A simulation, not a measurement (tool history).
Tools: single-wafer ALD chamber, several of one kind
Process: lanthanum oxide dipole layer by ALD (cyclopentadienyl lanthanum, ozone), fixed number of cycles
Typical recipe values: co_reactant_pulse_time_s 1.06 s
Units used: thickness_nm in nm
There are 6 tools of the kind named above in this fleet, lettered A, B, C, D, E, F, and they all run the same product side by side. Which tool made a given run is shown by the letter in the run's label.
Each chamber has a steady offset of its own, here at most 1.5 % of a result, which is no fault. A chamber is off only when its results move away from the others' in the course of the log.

run,hour,co_reactant_pulse_time_s,hours since the last thermocouple change,hours since the last ozone generator service,"read-back reference wafer on the same gauge, thickness_nm",thickness_nm
1A,11.2,1.06,222.6,218.2,0.42812,0.50633
2B,18.3,1.06,319.6,1702.7,0.42772,0.50896
3C,29.3,1.06,147.3,370.4,0.42795,0.50635
4D,40.9,1.06,210.1,679.6,0.42786,0.50688
5E,47.1,1.06,2077.0,805.3,0.42819,0.50491
6F,55.5,1.06,1362.4,1355.3,0.42801,0.51712
# hour 57.9: chamber B: ozone generator serviced
7C,61.4,1.24,179.4,402.5,0.42789,0.52777
8B,74.5,1.24,375.8,16.6,0.42843,0.52601
# hour 82.8: chamber D: ozone generator serviced
9F,86.0,1.24,1392.9,1385.8,0.42806,0.53564
10D,96.5,1.24,265.7,13.7,0.42773,0.52381
11E,109.2,1.24,2139.1,867.4,0.42802,0.52387
12A,122.5,1.24,333.9,329.5,0.42800,0.52794
13E,130.2,1.06,2160.1,888.4,0.42778,0.50299
14B,138.8,1.06,440.1,80.9,0.42781,0.50533
15A,152.0,1.06,363.4,359.0,0.42800,0.50583
16D,159.6,1.06,328.8,76.8,0.42868,0.50794
17C,166.0,1.06,284.0,507.1,0.42772,0.50649
18F,175.0,1.06,1481.9,1474.8,0.42804,0.51579
19C,186.9,1.06,304.9,528.0,0.42776,0.50538
20D,198.8,1.06,368.0,116.0,0.42780,0.50511
21A,207.1,0.82,418.5,414.1,0.42818,0.46343
22B,218.4,0.82,519.7,160.5,0.42813,0.46803
23E,230.1,0.82,2260.0,988.3,0.42763,0.46500
# hour 235.2: chamber F: ozone generator serviced
24F,241.9,0.82,1548.8,6.7,0.42813,0.46772
25E,251.3,0.82,2281.2,1009.5,0.42807,0.46556
26B,260.2,0.82,561.5,202.3,0.42779,0.46458
27C,269.8,1.06,387.8,610.9,0.42798,0.50621
28D,282.5,1.06,451.7,199.7,0.42836,0.50740
29F,290.5,1.06,1597.4,55.3,0.42811,0.51270
# hour 292.6: chamber C: ozone generator serviced
# hour 295.3: chamber A: ozone generator serviced
30A,300.6,1.06,512.0,5.4,0.42779,0.50696
31B,308.9,1.06,610.2,251.0,0.42794,0.50965
32F,316.3,1.06,1623.2,81.1,0.42774,0.51319
33D,325.4,1.06,494.6,242.6,0.42811,0.50495
34E,335.5,1.36,2365.4,1093.7,0.42820,0.53688
35A,346.3,1.36,557.7,51.1,0.42812,0.53626
36C,353.0,1.36,471.0,60.5,0.42841,0.53819

Which is it: a chamber that has drifted or been left off by a service, a gauge drift common to all chambers, or only each chamber's usual small offset? If a chamber is off, name it and its likeliest cause.

Nothing is wrong: each chamber keeps only its own small, steady offset and the gauge holds still.
